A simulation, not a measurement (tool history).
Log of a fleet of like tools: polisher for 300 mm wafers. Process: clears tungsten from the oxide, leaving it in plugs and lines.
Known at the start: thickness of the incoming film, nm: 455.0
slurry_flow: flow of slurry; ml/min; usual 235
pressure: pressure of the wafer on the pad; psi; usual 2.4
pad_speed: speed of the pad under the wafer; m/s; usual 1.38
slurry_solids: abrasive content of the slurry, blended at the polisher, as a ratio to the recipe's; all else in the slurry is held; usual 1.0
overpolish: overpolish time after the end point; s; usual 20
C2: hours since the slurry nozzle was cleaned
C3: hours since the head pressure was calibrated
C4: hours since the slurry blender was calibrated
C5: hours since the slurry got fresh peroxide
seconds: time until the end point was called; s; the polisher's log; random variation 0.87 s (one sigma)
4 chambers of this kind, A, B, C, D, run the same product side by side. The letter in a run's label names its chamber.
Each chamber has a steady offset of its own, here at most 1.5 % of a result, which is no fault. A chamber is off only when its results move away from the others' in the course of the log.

{"run": "1B", "hour": 5.2, "slurry_flow": 235, "pressure": 2.4, "pad_speed": 1.38, "slurry_solids": 1.0, "overpolish": 20, "wafers polished on this pad": 921, "C2": 823.2, "C3": 556.7, "C4": 323.8, "C5": 162.1, "seconds": 105.64}
{"run": "2C", "hour": 9.5, "slurry_flow": 235, "pressure": 2.4, "pad_speed": 1.38, "slurry_solids": 1.0, "overpolish": 20, "wafers polished on this pad": 372, "C2": 200.0, "C3": 1000.0, "C4": 27.3, "C5": 16.8, "seconds": 106.37}
{"run": "3D", "hour": 13.1, "slurry_flow": 235, "pressure": 2.4, "pad_speed": 1.38, "slurry_solids": 1.0, "overpolish": 20, "wafers polished on this pad": 1047, "C2": 44.8, "C3": 738.8, "C4": 14.2, "C5": 108.4, "seconds": 107.09}
{"run": "4A", "hour": 18.8, "slurry_flow": 235, "pressure": 2.4, "pad_speed": 1.38, "slurry_solids": 1.0, "overpolish": 20, "wafers polished on this pad": 1476, "C2": 180.7, "C3": 362.0, "C4": 197.7, "C5": 74.7, "seconds": 105.73}
{"hour": 22.4, "done": "chamber C: worn pad replaced by a new one"}
{"run": "5D", "hour": 22.4, "slurry_flow": 235, "pressure": 2.4, "pad_speed": 1.38, "slurry_solids": 1.0, "overpolish": 20, "wafers polished on this pad": 1135, "C2": 54.1, "C3": 748.1, "C4": 23.5, "C5": 117.7, "seconds": 107.46}
{"hour": 23.7, "done": "chamber A: worn pad replaced by a new one"}
{"hour": 24.9, "done": "chamber B: slurry tank refilled with fresh slurry and peroxide"}
{"run": "6B", "hour": 28.4, "slurry_flow": 235, "pressure": 2.4, "pad_speed": 1.38, "slurry_solids": 1.0, "overpolish": 20, "wafers polished on this pad": 1143, "C2": 846.4, "C3": 579.9, "C4": 347.0, "C5": 3.5, "seconds": 106.41}
{"hour": 30.9, "done": "chamber D: worn pad replaced by a new one"}
{"run": "7C", "hour": 33.0, "slurry_flow": 235, "pressure": 2.4, "pad_speed": 1.38, "slurry_solids": 1.0, "overpolish": 20, "wafers polished on this pad": 102, "C2": 223.5, "C3": 1023.5, "C4": 50.8, "C5": 40.3, "seconds": 108.56}
{"hour": 34.3, "done": "chamber B: worn pad replaced by a new one"}
{"run": "8A", "hour": 37.6, "slurry_flow": 235, "pressure": 2.4, "pad_speed": 1.38, "slurry_solids": 1.0, "overpolish": 20, "wafers polished on this pad": 133, "C2": 199.5, "C3": 380.8, "C4": 216.5, "C5": 93.5, "seconds": 105.44}
{"run": "9C", "hour": 45.3, "slurry_flow": 235, "pressure": 2.4, "pad_speed": 1.38, "slurry_solids": 1.0, "overpolish": 20, "wafers polished on this pad": 219, "C2": 235.8, "C3": 1035.8, "C4": 63.1, "C5": 52.6, "seconds": 108.07}
{"run": "10B", "hour": 50.5, "slurry_flow": 235, "pressure": 2.4, "pad_speed": 1.72, "slurry_solids": 1.0, "overpolish": 20, "wafers polished on this pad": 155, "C2": 868.5, "C3": 602.0, "C4": 369.1, "C5": 25.6, "seconds": 85.1}
{"run": "11D", "hour": 57.1, "slurry_flow": 235, "pressure": 2.4, "pad_speed": 1.72, "slurry_solids": 1.0, "overpolish": 20, "wafers polished on this pad": 251, "C2": 88.8, "C3": 782.8, "C4": 58.2, "C5": 152.4, "seconds": 87.135}
{"run": "12A", "hour": 63.2, "slurry_flow": 235, "pressure": 2.4, "pad_speed": 1.72, "slurry_solids": 1.0, "overpolish": 20, "wafers polished on this pad": 378, "C2": 225.1, "C3": 406.4, "C4": 242.1, "C5": 119.1, "seconds": 84.562}
{"hour": 68.4, "done": "chamber D: slurry tank refilled with fresh slurry and peroxide"}
{"run": "13C", "hour": 68.4, "slurry_flow": 235, "pressure": 2.4, "pad_speed": 1.72, "slurry_solids": 1.0, "overpolish": 20, "wafers polished on this pad": 440, "C2": 258.9, "C3": 1058.9, "C4": 86.2, "C5": 75.7, "seconds": 87.538}
{"hour": 69.0, "done": "chamber B: slurry nozzle cleaned"}
{"run": "14D", "hour": 74.1, "slurry_flow": 235, "pressure": 2.4, "pad_speed": 1.38, "slurry_solids": 1.0, "overpolish": 20, "wafers polished on this pad": 413, "C2": 105.8, "C3": 799.8, "C4": 75.2, "C5": 5.8, "seconds": 106.45}
{"run": "15B", "hour": 79.6, "slurry_flow": 235, "pressure": 2.4, "pad_speed": 1.38, "slurry_solids": 1.0, "overpolish": 20, "wafers polished on this pad": 434, "C2": 10.6, "C3": 631.1, "C4": 398.2, "C5": 54.7, "seconds": 104.92}
{"hour": 86.5, "done": "chamber C: worn pad replaced by a new one"}
{"run": "16A", "hour": 86.8, "slurry_flow": 235, "pressure": 2.4, "pad_speed": 1.38, "slurry_solids": 1.0, "overpolish": 20, "wafers polished on this pad": 603, "C2": 248.7, "C3": 430.0, "C4": 265.7, "C5": 142.7, "seconds": 105.81}
{"hour": 91.3, "done": "chamber D: head pressure recalibrated"}
{"run": "17B", "hour": 92.7, "slurry_flow": 235, "pressure": 2.4, "pad_speed": 1.38, "slurry_solids": 1.0, "overpolish": 20, "wafers polished on this pad": 559, "C2": 23.7, "C3": 644.2, "C4": 411.3, "C5": 67.8, "seconds": 105.85}
{"run": "18D", "hour": 100.2, "slurry_flow": 235, "pressure": 2.4, "pad_speed": 1.38, "slurry_solids": 1.0, "overpolish": 20, "wafers polished on this pad": 663, "C2": 131.9, "C3": 9.0, "C4": 101.3, "C5": 31.9, "seconds": 120.54}
{"hour": 100.9, "done": "chamber C: slurry blender recalibrated"}
{"run": "19A", "hour": 105.6, "slurry_flow": 235, "pressure": 1.9, "pad_speed": 1.38, "slurry_solids": 1.0, "overpolish": 20, "wafers polished on this pad": 783, "C2": 267.5, "C3": 448.8, "C4": 284.5, "C5": 161.5, "seconds": 131.73}
{"run": "20C", "hour": 112.0, "slurry_flow": 235, "pressure": 1.9, "pad_speed": 1.38, "slurry_solids": 1.0, "overpolish": 20, "wafers polished on this pad": 244, "C2": 302.5, "C3": 1102.5, "C4": 11.2, "C5": 119.3, "seconds": 137.4}
{"run": "21B", "hour": 116.6, "slurry_flow": 235, "pressure": 1.9, "pad_speed": 1.38, "slurry_solids": 1.0, "overpolish": 20, "wafers polished on this pad": 788, "C2": 47.6, "C3": 668.1, "C4": 435.2, "C5": 91.7, "seconds": 134.55}
{"hour": 120.4, "done": "chamber A: slurry tank refilled with fresh slurry and peroxide"}
{"run": "22C", "hour": 122.0, "slurry_flow": 235, "pressure": 1.9, "pad_speed": 1.38, "slurry_solids": 1.0, "overpolish": 20, "wafers polished on this pad": 340, "C2": 312.5, "C3": 1112.5, "C4": 21.2, "C5": 129.3, "seconds": 136.36}
{"run": "23D", "hour": 128.6, "slurry_flow": 235, "pressure": 2.4, "pad_speed": 1.38, "slurry_solids": 1.0, "overpolish": 20, "wafers polished on this pad": 935, "C2": 160.3, "C3": 37.4, "C4": 129.7, "C5": 60.3, "seconds": 120.85}
{"run": "24A", "hour": 133.6, "slurry_flow": 235, "pressure": 2.4, "pad_speed": 1.38, "slurry_solids": 1.0, "overpolish": 20, "wafers polished on this pad": 1051, "C2": 295.5, "C3": 476.8, "C4": 312.5, "C5": 13.2, "seconds": 106.17}
{"hour": 136.5, "done": "chamber D: worn pad replaced by a new one"}
{"run": "25D", "hour": 141.0, "slurry_flow": 235, "pressure": 2.4, "pad_speed": 1.38, "slurry_solids": 1.3, "overpolish": 29, "wafers polished on this pad": 43, "C2": 172.7, "C3": 49.8, "C4": 142.1, "C5": 72.7, "seconds": 113.82}
{"hour": 142.1, "done": "chamber C: worn pad replaced by a new one"}
{"hour": 143.6, "done": "chamber C: slurry tank refilled with fresh slurry and peroxide"}
{"run": "26C", "hour": 147.0, "slurry_flow": 235, "pressure": 2.4, "pad_speed": 1.38, "slurry_solids": 1.3, "overpolish": 29, "wafers polished on this pad": 47, "C2": 337.5, "C3": 1137.5, "C4": 46.2, "C5": 3.5, "seconds": 103.3}
{"run": "27A", "hour": 152.6, "slurry_flow": 235, "pressure": 2.4, "pad_speed": 1.38, "slurry_solids": 1.3, "overpolish": 29, "wafers polished on this pad": 1233, "C2": 314.5, "C3": 495.8, "C4": 331.5, "C5": 32.2, "seconds": 99.393}

What goes on in this fleet: one chamber off, a drifting gauge, or nothing beyond the chambers' own small offsets? Name the chamber and the cause, if any.

A service left chamber D off against the others.
Cause: head's pressure below its setpoint, % = 10.3.

Here are 4 candidates for chamber D's next run, each the usual settings with a change, their results left as question marks. Which one brings its results back in line with what the others give on the usual settings?
In line means no further than this from the other chambers' mean on the usual settings: seconds 3.000 s
{"run": "28D-1", "hour": 158.2, "slurry_flow": 230, "pressure": 2.4, "pad_speed": 1.22, "slurry_solids": 1.0, "overpolish": 20, "seconds": "?"}
{"run": "28D-2", "hour": 158.2, "slurry_flow": 140, "pressure": 2.4, "pad_speed": 1.38, "slurry_solids": 1.0, "overpolish": 20, "seconds": "?"}
{"run": "28D-3", "hour": 158.2, "slurry_flow": 240, "pressure": 2.7, "pad_speed": 1.38, "slurry_solids": 1.0, "overpolish": 20, "seconds": "?"}
{"run": "28D-4", "hour": 158.2, "slurry_flow": 235, "pressure": 2.5, "pad_speed": 1.42, "slurry_solids": 1.0, "overpolish": 20, "seconds": "?"}

The other chambers' mean on the usual settings: seconds 106.310 s
run=28D-1 seconds=136.390
run=28D-2 seconds=129.300
run=28D-3 seconds=106.360
run=28D-4 seconds=111.910
28D-3 brings the chamber back in line.

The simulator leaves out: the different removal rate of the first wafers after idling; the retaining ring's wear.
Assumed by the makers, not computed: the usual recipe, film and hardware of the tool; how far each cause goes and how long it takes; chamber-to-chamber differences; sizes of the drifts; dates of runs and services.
